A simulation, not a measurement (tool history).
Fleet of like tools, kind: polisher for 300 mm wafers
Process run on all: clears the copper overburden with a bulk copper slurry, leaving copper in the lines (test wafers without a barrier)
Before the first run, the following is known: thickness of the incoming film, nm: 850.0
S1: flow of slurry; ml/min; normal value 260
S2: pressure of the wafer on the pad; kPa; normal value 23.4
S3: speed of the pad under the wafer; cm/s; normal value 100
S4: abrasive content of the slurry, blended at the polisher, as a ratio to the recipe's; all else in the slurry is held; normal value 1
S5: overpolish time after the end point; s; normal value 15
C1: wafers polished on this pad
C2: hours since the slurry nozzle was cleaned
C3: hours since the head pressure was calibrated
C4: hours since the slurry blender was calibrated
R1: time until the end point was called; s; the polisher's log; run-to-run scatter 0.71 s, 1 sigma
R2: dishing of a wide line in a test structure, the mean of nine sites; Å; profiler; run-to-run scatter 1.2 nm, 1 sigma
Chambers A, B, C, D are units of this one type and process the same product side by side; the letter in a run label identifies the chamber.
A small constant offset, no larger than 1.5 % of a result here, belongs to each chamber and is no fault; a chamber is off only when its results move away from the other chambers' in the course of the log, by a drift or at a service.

Run 1C, hour 13.8: usual settings; C1 201; C2 228; C3 1043.6; C4 181.6. Result: R1 88.427 s, R2 868.48 Å.
Run 2A, hour 29.2: usual settings; C1 887; C2 156.4; C3 837.5; C4 67. Result: R1 86.63 s, R2 855.1 Å.
At hour 30.6: chamber A: worn pad replaced by a new one.
Run 3D, hour 43.2: usual settings; C1 818; C2 78.9; C3 342.2; C4 51.7. Result: R1 86.246 s, R2 883.14 Å.
Run 4B, hour 50.5: usual settings; C1 942; C2 605.3; C3 98.2; C4 88.3. Result: R1 86.271 s, R2 890.91 Å.
At hour 62.7: chamber D: worn pad replaced by a new one.
Run 5B, hour 66.2: usual settings but S1 320 ml/min; C1 1108; C2 621; C3 113.9; C4 104. Result: R1 85.308 s, R2 887.94 Å.
At hour 72.2: chamber B: worn pad replaced by a new one.
At hour 75.2: chamber A: slurry blender recalibrated.
Run 6C, hour 76: usual settings but S1 320 ml/min; C1 859; C2 290.2; C3 1105.8; C4 243.8. Result: R1 85.664 s, R2 899.53 Å.
Run 7D, hour 90.4: usual settings but S1 320 ml/min; C1 293; C2 126.1; C3 389.4; C4 98.9. Result: R1 85.889 s, R2 878.35 Å.
At hour 98.5: chamber C: worn pad replaced by a new one.
Run 8A, hour 100: usual settings but S1 320 ml/min; C1 734; C2 227.2; C3 908.3; C4 24.8. Result: R1 84.608 s, R2 859.28 Å.
Run 9D, hour 108.6: usual settings; C1 485; C2 144.3; C3 407.6; C4 117.1. Result: R1 88.564 s, R2 872.69 Å.
At hour 113.6: chamber D: head pressure recalibrated.
Run 10A, hour 120.6: usual settings; C1 952; C2 247.8; C3 928.9; C4 45.4. Result: R1 85.439 s, R2 875.52 Å.
Run 11C, hour 128.6: usual settings; C1 319; C2 342.8; C3 1158.4; C4 296.4. Result: R1 87.394 s, R2 854.49 Å.
At hour 135.8: chamber A: worn pad replaced by a new one.
Run 12B, hour 139.5: usual settings; C1 712; C2 694.3; C3 187.2; C4 177.3. Result: R1 86.643 s, R2 884.67 Å.
Run 13D, hour 151.3: usual settings; C1 937; C2 187; C3 37.8; C4 159.8. Result: R1 87.777 s, R2 888.5 Å.
At hour 153.5: chamber D: worn pad replaced by a new one.
Run 14C, hour 160.1: usual settings but S4 0.7, S5 23 s; C1 652; C2 374.3; C3 1189.9; C4 327.9. Result: R1 93.626 s, R2 1119.4 Å.
Run 15A, hour 168.5: usual settings but S4 0.7, S5 23 s; C1 346; C2 295.7; C3 976.8; C4 93.3. Result: R1 93.809 s, R2 1100.6 Å.
At hour 173.4: chamber B: slurry nozzle cleaned.
At hour 179.5: chamber B: worn pad replaced by a new one.
Run 16B, hour 184.6: usual settings but S4 0.7, S5 23 s; C1 54; C2 11.2; C3 232.3; C4 222.4. Result: R1 92.512 s, R2 1125.9 Å.
At hour 190.7: chamber C: slurry nozzle cleaned.
At hour 192: chamber A: slurry nozzle cleaned.
At hour 195.3: chamber A: slurry blender recalibrated.
Run 17D, hour 196.2: usual settings but S4 0.7, S5 23 s; C1 452; C2 231.9; C3 82.7; C4 204.7. Result: R1 95.258 s, R2 1105.8 Å.
At hour 204.5: chamber B: slurry blender recalibrated.
Run 18C, hour 205.6: usual settings but S2 26.2 kPa; C1 1133; C2 15; C3 1235.4; C4 373.4. Result: R1 78.642 s, R2 952.67 Å.
At hour 210.2: chamber C: worn pad replaced by a new one.
Run 19B, hour 213.7: usual settings but S2 26.2 kPa; C1 362; C2 40.3; C3 261.4; C4 9.2. Result: R1 78.423 s, R2 952.23 Å.
At hour 216.5: chamber C: head pressure recalibrated.
Run 20A, hour 222.8: usual settings but S2 26.2 kPa; C1 920; C2 30.8; C3 1031.1; C4 27.6. Result: R1 76.18 s, R2 957.54 Å.
Run 21C, hour 232.5: usual settings but S2 26.2 kPa; C1 236; C2 41.9; C3 16.1; C4 400.3. Result: R1 78.516 s, R2 968.37 Å.
At hour 237.3: chamber C: slurry blender recalibrated.
At hour 239.1: chamber A: worn pad replaced by a new one.
Run 22B, hour 247.2: usual settings; C1 716; C2 73.8; C3 294.9; C4 42.7. Result: R1 86.831 s, R2 882.49 Å.
At hour 262.4: chamber D: worn pad replaced by a new one.
Run 23A, hour 262.7: usual settings; C1 250; C2 70.7; C3 1071; C4 67.5. Result: R1 87.031 s, R2 874.72 Å.
Run 24D, hour 274.6: usual settings; C1 130; C2 310.3; C3 161.1; C4 283.1. Result: R1 87.65 s, R2 879.79 Å.
At hour 277.3: chamber B: worn pad replaced by a new one.
Run 25C, hour 283.1: usual settings; C1 771; C2 92.5; C3 66.7; C4 45.9. Result: R1 86.479 s, R2 854.19 Å.
Run 26A, hour 296: usual settings; C1 602; C2 104; C3 1104.3; C4 100.8. Result: R1 86.559 s, R2 873.01 Å.
At hour 298.5: chamber C: worn pad replaced by a new one.
Run 27B, hour 308: usual settings; C1 325; C2 134.6; C3 355.7; C4 103.5. Result: R1 87.997 s, R2 856.87 Å.
At hour 309.6: chamber A: slurry blender recalibrated.
Run 28D, hour 318.3: usual settings but S1 325 ml/min; C1 592; C2 354; C3 204.8; C4 326.8. Result: R1 86.259 s, R2 900.31 Å.
At hour 324.2: chamber D: slurry nozzle cleaned.
Run 29C, hour 330.2: usual settings but S1 325 ml/min; C1 335; C2 139.6; C3 113.8; C4 93. Result: R1 85.568 s, R2 866.18 Å.
At hour 336.1: chamber A: worn pad replaced by a new one.
Run 30B, hour 345.8: usual settings but S1 325 ml/min; C1 724; C2 172.4; C3 393.5; C4 141.3. Result: R1 85.918 s, R2 901.63 Å.
Run 31A, hour 355.9: usual settings but S1 325 ml/min; C1 210; C2 163.9; C3 1164.2; C4 46.3. Result: R1 85.235 s, R2 880.21 Å.
Run 32D, hour 365.1: usual settings but S1 230 ml/min, S3 126 cm/s; C1 1087; C2 40.9; C3 251.6; C4 373.6. Result: R1 70.328 s, R2 1029.7 Å.
At hour 369.6: chamber D: worn pad replaced by a new one.
Run 33A, hour 380.5: usual settings but S1 230 ml/min, S3 126 cm/s; C1 470; C2 188.5; C3 1188.8; C4 70.9. Result: R1 70.541 s, R2 1024.4 Å.
At hour 384: chamber B: worn pad replaced by a new one.
At hour 389.4: chamber D: slurry blender recalibrated.
Run 34C, hour 394.3: usual settings but S1 230 ml/min, S3 126 cm/s; C1 1013; C2 203.7; C3 177.9; C4 157.1. Result: R1 70.42 s, R2 1013.5 Å.
At hour 404.8: chamber C: worn pad replaced by a new one.
Run 35D, hour 407.7: usual settings but S1 230 ml/min, S3 126 cm/s; C1 404; C2 83.5; C3 294.2; C4 18.3. Result: R1 70.567 s, R2 1024.5 Å.
Run 36B, hour 418.7: usual settings; C1 367; C2 245.3; C3 466.4; C4 214.2. Result: R1 86.03 s, R2 896.25 Å.
At hour 430.2: chamber A: worn pad replaced by a new one.
Run 37C, hour 434.8: usual settings; C1 317; C2 244.2; C3 218.4; C4 197.6. Result: R1 86.865 s, R2 862.77 Å.
At hour 437.6: chamber A: slurry blender recalibrated.
Run 38A, hour 444.3: usual settings; C1 149; C2 252.3; C3 1252.6; C4 6.7. Result: R1 85.503 s, R2 861.91 Å.
At hour 451.2: chamber D: worn pad replaced by a new one.
Run 39B, hour 451.9: usual settings but S2 26.2 kPa, S4 1.2; C1 718; C2 278.5; C3 499.6; C4 247.4. Result: R1 74.588 s, R2 981.63 Å.
Run 40D, hour 461.8: usual settings but S2 26.2 kPa, S4 1.2; C1 113; C2 137.6; C3 348.3; C4 72.4. Result: R1 75.855 s, R2 974.02 Å.
Run 41A, hour 474.6: usual settings but S2 26.2 kPa, S4 1.2; C1 470; C2 282.6; C3 1282.9; C4 37. Result: R1 75.42 s, R2 969.65 Å.

All 4 chambers run these settings next. Forecast each chamber's results:
Run 42A, hour 486.2: usual settings. Result: R1 ?, R2 ?.
Run 42B, hour 486.2: usual settings. Result: R1 ?, R2 ?.
Run 42C, hour 486.2: usual settings. Result: R1 ?, R2 ?.
Run 42D, hour 486.2: usual settings. Result: R1 ?, R2 ?.

run      R1      R2
42A  85.728  846.28
42B  87.625  866.96
42C   87.27  871.53
42D  88.765  888.74
